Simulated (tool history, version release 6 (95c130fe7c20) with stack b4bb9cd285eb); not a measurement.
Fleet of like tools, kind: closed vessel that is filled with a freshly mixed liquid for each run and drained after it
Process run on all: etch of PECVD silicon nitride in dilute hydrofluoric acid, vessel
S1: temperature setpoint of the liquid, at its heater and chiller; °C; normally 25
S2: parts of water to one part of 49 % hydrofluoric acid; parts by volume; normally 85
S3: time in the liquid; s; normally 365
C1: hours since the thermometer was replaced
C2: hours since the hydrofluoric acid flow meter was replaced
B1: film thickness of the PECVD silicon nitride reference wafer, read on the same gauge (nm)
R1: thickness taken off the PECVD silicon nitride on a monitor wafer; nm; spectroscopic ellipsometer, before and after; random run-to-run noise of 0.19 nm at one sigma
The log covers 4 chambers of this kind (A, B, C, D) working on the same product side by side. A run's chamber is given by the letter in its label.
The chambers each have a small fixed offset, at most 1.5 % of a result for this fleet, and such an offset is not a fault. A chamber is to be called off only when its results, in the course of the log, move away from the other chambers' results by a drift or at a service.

run,hour,S1,S2,S3,C1,C2,B1,R1
1C,11.9,25,85,365,399,373.5,110.05,25.49
2D,22.4,25,85,365,370.3,373.8,110.01,25.602
3A,37.6,25,85,365,519.9,346.3,110.04,26.084
4B,46.4,25,85,365,208.6,687.1,109.97,26.005
5B,60.2,25,85,365,222.4,700.9,110,26.246
6D,69.6,25,85,365,417.5,421,110,25.834
7A,84.3,25,85,365,566.6,393,110.03,25.827
8C,99.2,25,85,365,486.3,460.8,110.01,25.604
9A,114.3,25,85,365,596.6,423,109.98,26.145
10D,130.6,25,85,365,478.5,482,109.99,25.745
# hour 133.9: chamber A: thermometer replaced
11B,138.6,25,85,365,300.8,779.3,109.99,26.204
12C,148.2,25,85,230,535.3,509.8,110.02,16.302
13A,157.4,25,85,230,23.6,466.1,110,16.453
14C,164.5,25,85,230,551.6,526.1,109.97,16.199
15D,179.9,25,85,230,527.8,531.3,109.98,16.115
16B,194,25,85,535,356.2,834.7,110.02,37.876
17A,204.7,25,85,535,70.9,513.4,110,38.064
18D,214.4,25,85,535,562.3,565.8,109.98,37.929
19B,225.4,25,85,535,387.6,866.1,110,37.574
20C,238.4,25,85,365,625.5,600,110,24.906
21A,248.1,25,85,365,114.3,556.8,110.05,25.967
22D,260.5,25,85,365,608.4,611.9,110.04,26.044
23B,269.2,25,85,365,431.4,909.9,109.99,26.163
24C,284.6,25,85,365,671.7,646.2,109.98,24.507
25B,297.3,25,85,365,459.5,938,109.95,25.953
26D,306,25,85,365,653.9,657.4,110,25.819
27C,315.8,25,85,365,702.9,677.4,110.02,24.265
28A,322.9,25,85,365,189.1,631.6,110.01,26.103
29C,338.5,25,85,365,725.6,700.1,109.99,24.188
30B,354,25,85,365,516.2,994.7,110.01,25.9
31D,367.2,25,85,365,715.1,718.6,109.95,25.692
32A,378.9,25,55,365,245.1,687.6,110.03,40.059
33A,394.2,25,55,365,260.4,702.9,110.03,40.213
34D,408.3,25,55,365,756.2,759.7,110.01,39.14
35B,421.2,25,55,365,583.4,1061.9,110.03,40.164
36C,429.7,25,85,365,816.8,791.3,110.03,23.311

Is one chamber out of step, is the gauge drifting, or do the chambers differ by no more than their own small offsets? For an off chamber, give its letter and the likeliest cause.

Chamber C drifts away from the others.
What lies behind it: liquid colder than its thermometer reads (K) = 1.53.
The log may not tell that from: hydrofluoric acid flow below the setpoint (%).

Which of the 4 candidates below, each the usual settings with something changed and its results left as question marks, puts chamber C back in line with what the other chambers give on the usual settings?
In line here means within this much of the mean the other chambers give on the usual settings: R1 0.65 nm
37C-1,441.5,25,85,385,,,,?
37C-2,441.5,25,85,345,,,,?
37C-3,441.5,25,80,385,,,,?
37C-4,441.5,25,90,345,,,,?

The mean the other chambers reach with the usual settings: R1 25.947 nm
run,R1
37C-1,24.432
37C-2,21.894
37C-3,25.909
37C-4,20.714
37C-3 puts the chamber back in line with the other chambers.
